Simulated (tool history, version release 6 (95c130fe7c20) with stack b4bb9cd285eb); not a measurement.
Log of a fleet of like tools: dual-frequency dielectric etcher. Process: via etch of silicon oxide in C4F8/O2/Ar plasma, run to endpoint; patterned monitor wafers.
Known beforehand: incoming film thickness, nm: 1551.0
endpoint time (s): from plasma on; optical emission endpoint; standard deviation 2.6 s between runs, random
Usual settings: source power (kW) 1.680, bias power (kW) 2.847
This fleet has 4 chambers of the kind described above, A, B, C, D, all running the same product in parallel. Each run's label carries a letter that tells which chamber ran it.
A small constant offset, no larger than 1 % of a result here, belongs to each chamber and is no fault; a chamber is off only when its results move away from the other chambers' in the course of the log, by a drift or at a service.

run,day,source power (kW),bias power (kW),endpoint time (s)
1B,0.296,1.680,2.847,294.80
2D,0.533,1.680,2.847,292.21
3A,0.917,1.680,2.847,287.16
# day 0.958: chamber A: wet clean of the chamber
4C,1.392,1.680,2.847,296.03
5D,1.642,1.680,2.847,294.18
6A,1.888,1.680,2.847,292.84
7C,2.129,1.680,2.847,296.88
8B,2.454,1.680,2.847,295.98
9C,2.921,1.680,2.847,294.32
10A,3.346,1.680,2.847,292.94
11D,3.800,1.680,2.847,293.53
12B,4.204,1.680,2.847,299.02
13C,4.658,1.680,2.847,298.08
14A,5.067,1.560,3.074,294.49
15B,5.462,1.560,3.074,297.95
16D,5.704,1.560,3.074,295.53
17C,6.188,1.560,3.074,302.48
# day 6.229: chamber B: wet clean of the chamber
18A,6.600,1.680,2.847,293.90
19D,6.929,1.410,2.264,334.43
20B,7.275,1.410,2.264,335.07
21D,7.612,1.410,2.264,337.00
22A,7.829,1.410,2.264,338.12
23B,8.283,1.680,2.847,296.69
24C,8.679,1.680,2.847,309.03
25C,8.929,1.680,2.847,302.87
26B,9.279,1.480,2.380,329.72
27A,9.717,1.480,2.380,322.83
28D,10.129,1.480,2.380,329.45
29B,10.508,1.480,2.380,333.82
30A,10.917,1.450,2.847,309.21
31D,11.229,1.450,2.847,312.24
32C,11.567,1.450,2.847,326.97
33B,11.988,1.450,2.847,315.58

All 4 chambers run these settings next. Forecast each chamber's results:
34A,12.338,1.680,3.435,?
34B,12.338,1.680,3.435,?
34C,12.338,1.680,3.435,?
34D,12.338,1.680,3.435,?

run,endpoint time (s)
34A,273.51
34B,283.27
34C,292.03
34D,279.86
